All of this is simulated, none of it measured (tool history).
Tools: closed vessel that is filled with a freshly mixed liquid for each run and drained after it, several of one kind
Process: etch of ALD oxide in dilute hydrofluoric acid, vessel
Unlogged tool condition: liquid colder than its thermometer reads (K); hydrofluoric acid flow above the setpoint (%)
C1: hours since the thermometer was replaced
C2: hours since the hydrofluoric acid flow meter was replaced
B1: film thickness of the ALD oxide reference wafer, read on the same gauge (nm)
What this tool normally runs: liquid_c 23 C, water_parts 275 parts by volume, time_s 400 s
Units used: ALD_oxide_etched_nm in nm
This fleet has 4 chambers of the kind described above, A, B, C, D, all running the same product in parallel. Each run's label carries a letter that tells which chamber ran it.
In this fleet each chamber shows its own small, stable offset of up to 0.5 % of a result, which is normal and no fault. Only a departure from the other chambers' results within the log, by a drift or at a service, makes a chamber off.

run 1B hour=4.4 | liquid_c=23 water_parts=275 time_s=400 | C1=2268.9 C2=1645.0 | B1=50.009 | ALD_oxide_etched_nm=20.385
run 2C hour=7.9 | liquid_c=23 water_parts=275 time_s=400 | C1=1874.4 C2=415.0 | B1=49.991 | ALD_oxide_etched_nm=20.544
run 3D hour=11.8 | liquid_c=23 water_parts=275 time_s=400 | C1=1129.3 C2=1468.6 | B1=49.989 | ALD_oxide_etched_nm=20.395
run 4A hour=17.1 | liquid_c=23 water_parts=275 time_s=400 | C1=657.6 C2=35.2 | B1=49.955 | ALD_oxide_etched_nm=20.537
run 5C hour=21.6 | liquid_c=23 water_parts=275 time_s=400 | C1=1888.1 C2=428.7 | B1=49.975 | ALD_oxide_etched_nm=20.365
run 6D hour=26.3 | liquid_c=23 water_parts=275 time_s=400 | C1=1143.8 C2=1483.1 | B1=50.017 | ALD_oxide_etched_nm=20.383
run 7A hour=31.1 | liquid_c=23 water_parts=275 time_s=400 | C1=671.6 C2=49.2 | B1=49.979 | ALD_oxide_etched_nm=20.498
run 8B hour=33.7 | liquid_c=23 water_parts=275 time_s=400 | C1=2298.2 C2=1674.3 | B1=50.004 | ALD_oxide_etched_nm=20.575
run 9A hour=38.6 | liquid_c=23 water_parts=360 time_s=400 | C1=679.1 C2=56.7 | B1=49.964 | ALD_oxide_etched_nm=14.368
run 10D hour=44.4 | liquid_c=23 water_parts=360 time_s=400 | C1=1161.9 C2=1501.2 | B1=49.987 | ALD_oxide_etched_nm=14.415
run 11C hour=49.6 | liquid_c=23 water_parts=360 time_s=400 | C1=1916.1 C2=456.7 | B1=50.011 | ALD_oxide_etched_nm=14.270
run 12B hour=52.5 | liquid_c=23 water_parts=360 time_s=400 | C1=2317.0 C2=1693.1 | B1=50.014 | ALD_oxide_etched_nm=14.441
run 13B hour=55.9 | liquid_c=23 water_parts=275 time_s=400 | C1=2320.4 C2=1696.5 | B1=50.009 | ALD_oxide_etched_nm=20.422
run 14D hour=60.7 | liquid_c=23 water_parts=275 time_s=400 | C1=1178.2 C2=1517.5 | B1=49.982 | ALD_oxide_etched_nm=20.398
run 15A hour=65.6 | liquid_c=23 water_parts=275 time_s=400 | C1=706.1 C2=83.7 | B1=50.014 | ALD_oxide_etched_nm=20.462
run 16C hour=70.1 | liquid_c=23 water_parts=210 time_s=400 | C1=1936.6 C2=477.2 | B1=49.973 | ALD_oxide_etched_nm=27.885
run 17C hour=75.5 | liquid_c=23 water_parts=210 time_s=400 | C1=1942.0 C2=482.6 | B1=50.002 | ALD_oxide_etched_nm=27.378
run 18A hour=78.4 | liquid_c=23 water_parts=210 time_s=400 | C1=718.9 C2=96.5 | B1=49.980 | ALD_oxide_etched_nm=28.960
run 19D hour=81.4 | liquid_c=23 water_parts=210 time_s=400 | C1=1198.9 C2=1538.2 | B1=50.004 | ALD_oxide_etched_nm=28.827
run 20B hour=87.3 | liquid_c=23 water_parts=275 time_s=400 | C1=2351.8 C2=1727.9 | B1=49.982 | ALD_oxide_etched_nm=20.476
run 21A hour=91.0 | liquid_c=23 water_parts=275 time_s=230 | C1=731.5 C2=109.1 | B1=49.972 | ALD_oxide_etched_nm=11.778
run 22C hour=96.3 | liquid_c=23 water_parts=275 time_s=230 | C1=1962.8 C2=503.4 | B1=50.016 | ALD_oxide_etched_nm=11.235
run 23B hour=102.2 | liquid_c=23 water_parts=275 time_s=230 | C1=2366.7 C2=1742.8 | B1=49.967 | ALD_oxide_etched_nm=11.839
run 24D hour=105.4 | liquid_c=23 water_parts=275 time_s=230 | C1=1222.9 C2=1562.2 | B1=49.998 | ALD_oxide_etched_nm=11.753

Next, every chamber runs the same settings. What will each give?
run 25A hour=109.6 | liquid_c=23 water_parts=275 time_s=400 | ALD_oxide_etched_nm=?
run 25B hour=109.6 | liquid_c=23 water_parts=275 time_s=400 | ALD_oxide_etched_nm=?
run 25C hour=109.6 | liquid_c=23 water_parts=275 time_s=400 | ALD_oxide_etched_nm=?
run 25D hour=109.6 | liquid_c=23 water_parts=275 time_s=400 | ALD_oxide_etched_nm=?

run=25A ALD_oxide_etched_nm=20.326
run=25B ALD_oxide_etched_nm=20.274
run=25C ALD_oxide_etched_nm=19.057
run=25D ALD_oxide_etched_nm=20.273
